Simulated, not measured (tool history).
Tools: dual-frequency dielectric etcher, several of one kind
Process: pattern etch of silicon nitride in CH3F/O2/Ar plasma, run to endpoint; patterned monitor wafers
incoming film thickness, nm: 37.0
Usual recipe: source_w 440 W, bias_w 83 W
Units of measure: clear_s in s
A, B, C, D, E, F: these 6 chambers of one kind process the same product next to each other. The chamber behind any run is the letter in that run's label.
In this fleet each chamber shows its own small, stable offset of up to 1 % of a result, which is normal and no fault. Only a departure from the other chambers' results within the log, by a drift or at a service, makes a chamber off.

run	hour	source_w	bias_w	hours since the last wet clean	hours since the last source power generator calibration	hours since the last bias power generator calibration	clear_s
1A	10.6	440	83	84.3	342.9	1298.7	49.495
2E	19.5	440	83	175.9	188.0	1223.9	49.050
3F	28.0	440	83	283.4	4086.3	1814.1	49.515
4B	34.8	440	83	271.6	2407.0	2077.4	48.927
5C	43.4	440	83	220.9	433.8	3315.9	49.491
6D	49.7	440	91	303.6	2597.1	1290.6	47.543
7D	60.4	440	91	314.3	2607.8	1301.3	47.930
8B	69.7	440	91	306.5	2441.9	2112.3	47.250
9F	78.5	440	91	333.9	4136.8	1864.6	47.453
10C	86.9	440	91	264.4	477.3	3359.4	47.520
11E	95.7	440	91	252.1	264.2	1300.1	47.555
12A	101.6	440	83	175.3	433.9	1389.7	49.606
13B	112.8	440	83	349.6	2485.0	2155.4	48.872
14F	122.2	440	83	377.6	4180.5	1908.3	49.223
15D	128.4	440	83	382.3	2675.8	1369.3	49.091
16E	137.5	440	83	293.9	306.0	1341.9	49.112
17A	142.5	540	83	216.2	474.8	1430.6	45.890
18C	149.4	540	83	326.9	539.8	3421.9	45.795
19C	156.3	540	83	333.8	546.7	3428.8	45.813
20F	162.1	540	83	417.5	4220.4	1948.2	45.477
21D	169.5	540	83	423.4	2716.9	1410.4	45.593
22B	179.1	540	83	415.9	2551.3	2221.7	45.104
23A	184.6	440	83	258.3	516.9	1472.7	49.651
24E	195.0	440	83	351.4	363.5	1399.4	48.865
25F	206.1	440	83	461.5	4264.4	1992.2	49.297
26A	215.7	440	83	289.4	548.0	1503.8	49.602
27E	224.0	500	83	380.4	392.5	1428.4	46.995
28B	232.0	500	83	468.8	2604.2	2274.6	46.846
29D	238.0	500	83	491.9	2785.4	1478.9	46.890
30C	245.1	500	83	422.6	635.5	3517.6	47.743
31D	253.6	500	83	507.5	2801.0	1494.5	46.782
32E	258.5	500	83	414.9	427.0	1462.9	46.636
33A	263.6	530	98	337.3	595.9	1551.7	43.390
34C	274.1	530	98	451.6	664.5	3546.6	43.940
35B	284.8	530	98	521.6	2657.0	2327.4	42.945
# hour 284.9: chamber B: source power generator calibrated
36F	291.0	530	98	546.4	4349.3	2077.1	43.304
37E	300.1	530	98	456.5	468.6	1504.5	42.770
38C	306.8	530	98	484.3	697.2	3579.3	44.349
# hour 307.3: chamber B: wet clean of the chamber
# hour 310.2: chamber F: wet clean of the chamber
39F	316.2	440	83	6.0	4374.5	2102.3	49.223
# hour 320.0: chamber A: wet clean of the chamber
# hour 326.1: chamber B: bias power generator calibrated
40A	326.3	440	83	6.4	658.6	1614.4	49.408
41B	331.5	440	83	24.2	46.7	5.5	48.828
42D	339.7	440	83	593.6	2887.1	1580.6	49.145
43B	348.2	440	83	40.9	63.4	22.2	48.970

One chamber off, gauge drift, or nothing amiss beyond the chambers' own small offsets? If it is a chamber, which one, and what is the likeliest cause?

It is chamber C that slowly wanders off from its peers.
Likeliest cause: etch rate under this chamber's usual, % = 2.31.
The log may not separate it from: source power that arrives under what is set, %.

Below are 4 candidate recipes for chamber C's next run, each the usual settings with a change, their results shown as question marks. Which of them brings C's results back in line with what the other chambers give on the usual settings?
Counts as in line when no further than this from what the other chambers average on the usual settings: clear_s 0.530 s
44C-1	356.4	460	86				?
44C-2	356.4	430	83				?
44C-3	356.4	440	85				?
44C-4	356.4	420	80				?

Mean of the other chambers on the usual settings: clear_s 49.158 s
run	clear_s
44C-1	49.217
44C-2	51.104
44C-3	50.247
44C-4	52.222
44C-1 brings the chamber back in line.
